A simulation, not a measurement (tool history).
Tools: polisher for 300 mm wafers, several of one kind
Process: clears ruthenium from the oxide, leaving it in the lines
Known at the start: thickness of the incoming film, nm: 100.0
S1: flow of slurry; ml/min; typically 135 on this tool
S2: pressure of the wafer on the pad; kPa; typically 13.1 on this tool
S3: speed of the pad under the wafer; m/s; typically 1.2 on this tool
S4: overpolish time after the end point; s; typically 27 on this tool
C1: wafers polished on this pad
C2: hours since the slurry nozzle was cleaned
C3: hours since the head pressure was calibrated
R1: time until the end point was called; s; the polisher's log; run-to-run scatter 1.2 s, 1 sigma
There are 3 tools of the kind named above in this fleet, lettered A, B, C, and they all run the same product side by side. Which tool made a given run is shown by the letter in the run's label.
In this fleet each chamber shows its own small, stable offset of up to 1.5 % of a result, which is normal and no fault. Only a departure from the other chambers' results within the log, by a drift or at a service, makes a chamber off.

At day 0.025: chamber B: head pressure recalibrated.
Run 1B, day 0.325: usual settings; C1 470; C2 575.6; C3 7.3. Result: R1 79.332 s.
Run 2A, day 0.812: usual settings; C1 603; C2 21.7; C3 1189.6. Result: R1 78.902 s.
Run 3C, day 1.162: usual settings; C1 185; C2 677.9; C3 154.6. Result: R1 77.599 s.
Run 4A, day 1.629: usual settings; C1 722; C2 41.3; C3 1209.2. Result: R1 82.136 s.
Run 5B, day 1.921: usual settings; C1 703; C2 613.9; C3 45.6. Result: R1 79.724 s.
Run 6C, day 2.392: usual settings but S3 0.88 m/s, S4 20 s; C1 364; C2 707.4; C3 184.1. Result: R1 109.77 s.
At day 2.458: chamber A: head pressure recalibrated.
Run 7B, day 2.842: usual settings but S3 0.88 m/s, S4 20 s; C1 838; C2 636; C3 67.7. Result: R1 108.63 s.
Run 8C, day 3.171: usual settings but S3 0.88 m/s, S4 20 s; C1 478; C2 726.1; C3 202.8. Result: R1 107.23 s.
Run 9A, day 3.471: usual settings; C1 991; C2 85.5; C3 24.4. Result: R1 79.364 s.
Run 10C, day 3.717: usual settings; C1 558; C2 739.2; C3 215.9. Result: R1 81.858 s.
At day 3.733: chamber B: slurry nozzle cleaned.
At day 3.812: chamber C: slurry nozzle cleaned.
Run 11A, day 4.179: usual settings; C1 1094; C2 102.5; C3 41.4. Result: R1 80.004 s.
At day 4.208: chamber B: worn pad replaced by a new one.
Run 12B, day 4.592: usual settings; C1 56; C2 20.7; C3 109.7. Result: R1 76.942 s.
Run 13B, day 4.929: usual settings; C1 105; C2 28.8; C3 117.8. Result: R1 80.636 s.
Run 14C, day 5.238: usual settings; C1 780; C2 34.2; C3 252.4. Result: R1 80.092 s.
Run 15A, day 5.704: usual settings; C1 1317; C2 139.1; C3 78. Result: R1 81.292 s.
Run 16A, day 6.092: usual settings; C1 1374; C2 148.4; C3 87.3. Result: R1 81.108 s.
Run 17C, day 6.454: usual settings; C1 958; C2 63.4; C3 281.6. Result: R1 79.106 s.
Run 18B, day 6.775: usual settings; C1 375; C2 73.1; C3 162.1. Result: R1 79.85 s.
At day 7.042: chamber C: worn pad replaced by a new one.
Run 19C, day 7.158: usual settings; C1 17; C2 80.3; C3 298.5. Result: R1 79.168 s.
Run 20A, day 7.617: usual settings; C1 1596; C2 185; C3 123.9. Result: R1 83.642 s.
Run 21B, day 8.038: usual settings; C1 559; C2 103.4; C3 192.4. Result: R1 81.984 s.
At day 8.325: chamber A: slurry nozzle cleaned.
Run 22A, day 8.417: usual settings; C1 1713; C2 2.3; C3 143.1. Result: R1 83.354 s.
Run 23B, day 8.771: usual settings; C1 666; C2 121; C3 210. Result: R1 80.124 s.
Run 24C, day 9.267: usual settings; C1 325; C2 130.9; C3 349.1. Result: R1 78.931 s.
Run 25A, day 9.675: usual settings; C1 1897; C2 32.5; C3 173.3. Result: R1 83.57 s.
Run 26B, day 10.008: usual settings but S4 35 s; C1 847; C2 150.7; C3 239.7. Result: R1 79.809 s.
Run 27C, day 10.475: usual settings but S4 35 s; C1 501; C2 159.9; C3 378.1. Result: R1 80.478 s.
At day 10.671: chamber B: worn pad replaced by a new one.
Run 28C, day 10.979: usual settings but S4 35 s; C1 575; C2 172; C3 390.2. Result: R1 79.192 s.
Run 29B, day 11.338: usual settings but S2 15.9 kPa; C1 97; C2 182.6; C3 271.6. Result: R1 65.805 s.
Run 30A, day 11.804: usual settings but S2 15.9 kPa; C1 2208; C2 83.6; C3 224.4. Result: R1 70.207 s.
Run 31C, day 12.333: usual settings but S2 15.9 kPa; C1 772; C2 204.5; C3 422.7. Result: R1 65.808 s.
Run 32A, day 12.633: usual settings; C1 2329; C2 103.5; C3 244.3. Result: R1 84.266 s.
Run 33B, day 13.083: usual settings; C1 352; C2 224.5; C3 313.5. Result: R1 79.578 s.
Run 34A, day 13.375: usual settings; C1 2437; C2 121.3; C3 262.1. Result: R1 85.811 s.
Run 35B, day 13.617: usual settings; C1 430; C2 237.3; C3 326.3. Result: R1 81.348 s.
Run 36C, day 13.958: usual settings; C1 1010; C2 243.5; C3 461.7. Result: R1 78.772 s.
At day 14.275: chamber C: worn pad replaced by a new one.
Run 37A, day 14.317: usual settings; C1 2575; C2 143.9; C3 284.7. Result: R1 86.191 s.
Run 38C, day 14.85: usual settings; C1 84; C2 264.9; C3 483.1. Result: R1 80.671 s.

Predict what each chamber gives when all 3 of them run the settings below next.
Run 39A, day 15.25: usual settings. Result: R1 ?.
Run 39B, day 15.25: usual settings. Result: R1 ?.
Run 39C, day 15.25: usual settings. Result: R1 ?.

run      R1
39A  88.438
39B  78.543
39C   78.69

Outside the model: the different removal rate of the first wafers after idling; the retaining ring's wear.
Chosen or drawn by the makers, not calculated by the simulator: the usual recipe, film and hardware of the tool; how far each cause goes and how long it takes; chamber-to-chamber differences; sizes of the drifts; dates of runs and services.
